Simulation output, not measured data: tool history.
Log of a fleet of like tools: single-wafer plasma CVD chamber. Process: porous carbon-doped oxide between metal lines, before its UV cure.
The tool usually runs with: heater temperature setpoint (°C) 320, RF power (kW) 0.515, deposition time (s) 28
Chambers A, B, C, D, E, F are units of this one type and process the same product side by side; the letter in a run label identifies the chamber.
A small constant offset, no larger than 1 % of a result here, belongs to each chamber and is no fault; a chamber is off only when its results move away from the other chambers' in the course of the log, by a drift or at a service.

run	day	heater temperature setpoint (°C)	RF power (kW)	deposition time (s)	hours since the last thermocouple change	hours since the last RF generator calibration	read-back reference wafer on the same gauge, thickness_nm	mean film thickness on the monitor wafer (nm)
1C	0.179	320	0.515	28	778.2	393.5	161.08	138.6
2E	0.446	320	0.515	28	1622.5	608.6	161.03	140.51
3F	0.646	320	0.515	28	470.2	404.1	160.89	140.16
4B	0.85	320	0.515	28	568.3	373.4	160.84	138.66
5A	1.021	320	0.515	28	1243.1	2086.8	161.04	139.31
6D	1.188	320	0.515	28	1284.2	1590.2	161.13	138.34
7D	1.342	320	0.515	28	1287.9	1593.9	160.99	138.37
8C	1.621	320	0.515	28	812.8	428.1	160.97	138.32
9F	1.821	320	0.515	25.2	498.4	432.3	161.17	125.77
10A	2.054	320	0.515	25.2	1267.9	2111.6	160.96	125.6
# day 2.146: chamber A: RF generator calibrated
11B	2.279	320	0.515	25.2	602.6	407.7	161	125.1
12E	2.45	320	0.515	25.2	1670.6	656.7	161.07	126.33
13E	2.629	320	0.515	25.2	1674.9	661	160.93	126.92
14D	2.896	320	0.515	25.2	1325.2	1631.2	161.03	124.68
15A	3.167	320	0.515	28	1294.6	24.5	161.01	138.92
16C	3.304	320	0.515	28	853.2	468.5	160.96	137.89
17B	3.45	320	0.515	28	630.7	435.8	160.94	138.43
18F	3.612	320	0.515	28	541.4	475.3	160.94	139.48
19A	3.825	320	0.515	28	1310.4	40.3	160.99	138.62
20B	4.058	320	0.515	28	645.3	450.4	161	138.14
21E	4.242	320	0.515	28	1713.6	699.7	161.04	139.69
22F	4.533	320	0.515	28	563.5	497.4	161.02	140.16
23D	4.688	320	0.515	28	1368.2	1674.2	161	138.4
24C	4.917	320	0.515	28	891.9	507.2	160.97	138.8
25D	5.183	320	0.515	28	1380.1	1686.1	161.07	139.16
26B	5.342	320	0.515	28	676.1	481.2	161.1	138.46
27A	5.542	320	0.57	33.3	1351.6	81.5	161.08	175.26
28C	5.783	320	0.57	33.3	912.7	528	161.05	174.83
29F	6.075	320	0.57	33.3	600.5	534.4	160.86	176.74
30E	6.321	320	0.57	33.3	1763.5	749.6	160.97	174.93
31D	6.504	320	0.57	33.3	1411.8	1717.8	160.89	176.27
32A	6.767	320	0.57	33.3	1381	110.9	161	175.48
33F	6.925	320	0.515	28	620.9	554.8	160.92	139.88
34E	7.071	320	0.515	28	1781.5	767.6	161.08	137.61
35B	7.262	320	0.515	28	722.2	527.3	160.91	139.02
36C	7.475	320	0.515	28	953.3	568.6	161.06	139.35
# day 7.517: chamber D: thermocouple changed; heater temperature recalibrated
37E	7.704	320	0.515	28	1796.7	782.8	160.95	137.31
38D	7.979	320	0.515	28	11.2	1753.2	161.09	138.95
39F	8.133	320	0.515	28	649.9	583.8	161.06	138.99
40A	8.333	320	0.515	28	1418.6	148.5	161.04	138.79
41B	8.583	320	0.515	28	753.9	559	161.07	138.59
42C	8.846	320	0.515	28	986.2	601.5	161.04	138.4

Next, every chamber runs the same settings. What will each give?
43A	9.058	320	0.515	28				?
43B	9.058	320	0.515	28				?
43C	9.058	320	0.515	28				?
43D	9.058	320	0.515	28				?
43E	9.058	320	0.515	28				?
43F	9.058	320	0.515	28				?

run	mean film thickness on the monitor wafer (nm)
43A	139.13
43B	138.04
43C	138.81
43D	138.65
43E	136.85
43F	140.22

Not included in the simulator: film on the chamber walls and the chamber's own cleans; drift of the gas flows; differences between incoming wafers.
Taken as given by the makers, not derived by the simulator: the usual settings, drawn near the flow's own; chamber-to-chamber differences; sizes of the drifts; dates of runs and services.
